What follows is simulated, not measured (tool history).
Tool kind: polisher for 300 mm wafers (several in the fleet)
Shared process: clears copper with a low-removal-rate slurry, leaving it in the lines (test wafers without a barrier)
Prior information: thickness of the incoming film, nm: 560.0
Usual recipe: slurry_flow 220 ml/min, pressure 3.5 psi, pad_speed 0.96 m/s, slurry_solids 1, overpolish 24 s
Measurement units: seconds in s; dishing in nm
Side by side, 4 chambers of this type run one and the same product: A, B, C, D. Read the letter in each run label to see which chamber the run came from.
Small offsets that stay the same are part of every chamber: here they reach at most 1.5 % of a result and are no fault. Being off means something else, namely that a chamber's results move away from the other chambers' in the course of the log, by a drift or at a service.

run   hour  slurry_flow  pressure  pad_speed  slurry_solids  overpolish  wafers polished on this pad  hours since the slurry nozzle was cleaned  hours since the head pressure was calibrated  hours since the slurry blender was calibrated  seconds  dishing
       1.6  -- chamber B: worn pad replaced by a new one
 1D    5.1          220       3.5       0.96              1          24                          467                                       66.4                                         121.3                                          377.3   169.29   45.535
 2B    9.1          220       3.5       0.96              1          24                           38                                      413.8                                         536.4                                            276   165.62   45.393
 3C   17.2          220       3.5       0.96              1          24                          698                                       95.5                                         646.3                                          395.2   168.75    45.52
 4A     24          220       3.5       0.96              1          24                          187                                        399                                         332.6                                           82.2    170.6   45.933
      24.1  -- chamber B: slurry nozzle cleaned
      24.3  -- chamber C: slurry blender recalibrated
      26.1  -- chamber C: worn pad replaced by a new one
 5D   31.4          220       3.5       0.96              1          24                          602                                       92.7                                         147.6                                          403.6    171.1   46.946
 6B   35.1          220       3.5       0.96              1          24                          171                                         11                                         562.4                                            302   174.58   45.448
 7C   39.9          220       3.5       0.96              1          24                           70                                      118.2                                           669                                           15.6   165.25   45.611
      43.1  -- chamber A: slurry nozzle cleaned
 8A   46.9          220       3.5       0.96              1          24                          304                                        3.8                                         355.5                                          105.1   168.66   47.158
 9A   52.2          220       3.5       0.96              1          24                          331                                        9.1                                         360.8                                          110.4   168.22   46.838
10D   58.1          220       3.5       0.96              1          24                          738                                      119.4                                         174.3                                          430.3   168.65   46.397
      64.1  -- chamber A: slurry blender recalibrated
11B   64.8          220       3.5       0.96              1          24                          323                                       40.7                                         592.1                                          331.7   170.79   44.883
12C     70          220       3.5       0.96              1          24                          224                                      148.3                                         699.1                                           45.7   169.25   46.212
13A   76.9          220       3.5       0.96              1          24                          457                                       33.8                                         385.5                                           12.8   171.22   46.709
      82.1  -- chamber D: slurry blender recalibrated
14B     85          220       3.5       0.96              1          24                          426                                       60.9                                         612.3                                          351.9   169.74   45.202
15C   91.4          220       3.5       0.96              1          24                          333                                      169.7                                         720.5                                           67.1   167.84   45.358
16D   96.4          220       3.5       0.96              1          24                          934                                      157.7                                         212.6                                           14.3   170.32   44.926
17D  101.8          220       3.5       0.96              1          24                          961                                      163.1                                           218                                           19.7   169.86   44.644
     104.4  -- chamber D: worn pad replaced by a new one
     105.3  -- chamber C: slurry nozzle cleaned
18C  105.5          220         3       0.96              1          14                          406                                        0.2                                         734.6                                           81.2   196.15   26.854
19A  112.4          220         3       0.96              1          14                          639                                       69.3                                           421                                           48.3   196.05    26.91
20B  116.9          220         3       0.96              1          14                          589                                       92.8                                         644.2                                          383.8   197.71   26.537
21D  121.4          220         3       0.96              1          14                           86                                      182.7                                         237.6                                           39.3   196.22   26.552
       127  -- chamber B: worn pad replaced by a new one
22B  128.7          220       3.5       0.96              1          24                            8                                      104.6                                           656                                          395.6   172.86     45.8
23A  135.2          220       3.5       0.96              1          24                          755                                       92.1                                         443.8                                           71.1   169.92   46.507
24C  140.2          220       3.5       0.96              1          24                          583                                       34.9                                         769.3                                          115.9   167.43   46.081
25D  146.9          220       3.5       0.96              1          24                          217                                      208.2                                         263.1                                           64.8   174.31   46.324
26C  151.1          220       3.5       0.96              1          24                          639                                       45.8                                         780.2                                          126.8   172.08   45.202
27A  158.8          220       3.5       0.96              1          24                          876                                      115.7                                         467.4                                           94.7   170.95   46.559

Has any chamber moved away from the others, gradually or after a service, or does the common gauge drift, or do the chambers differ only by their own small steady offsets? State the chamber and the most likely cause if one applies.

Nothing is wrong: each chamber keeps only its own small, steady offset and the gauge holds still.

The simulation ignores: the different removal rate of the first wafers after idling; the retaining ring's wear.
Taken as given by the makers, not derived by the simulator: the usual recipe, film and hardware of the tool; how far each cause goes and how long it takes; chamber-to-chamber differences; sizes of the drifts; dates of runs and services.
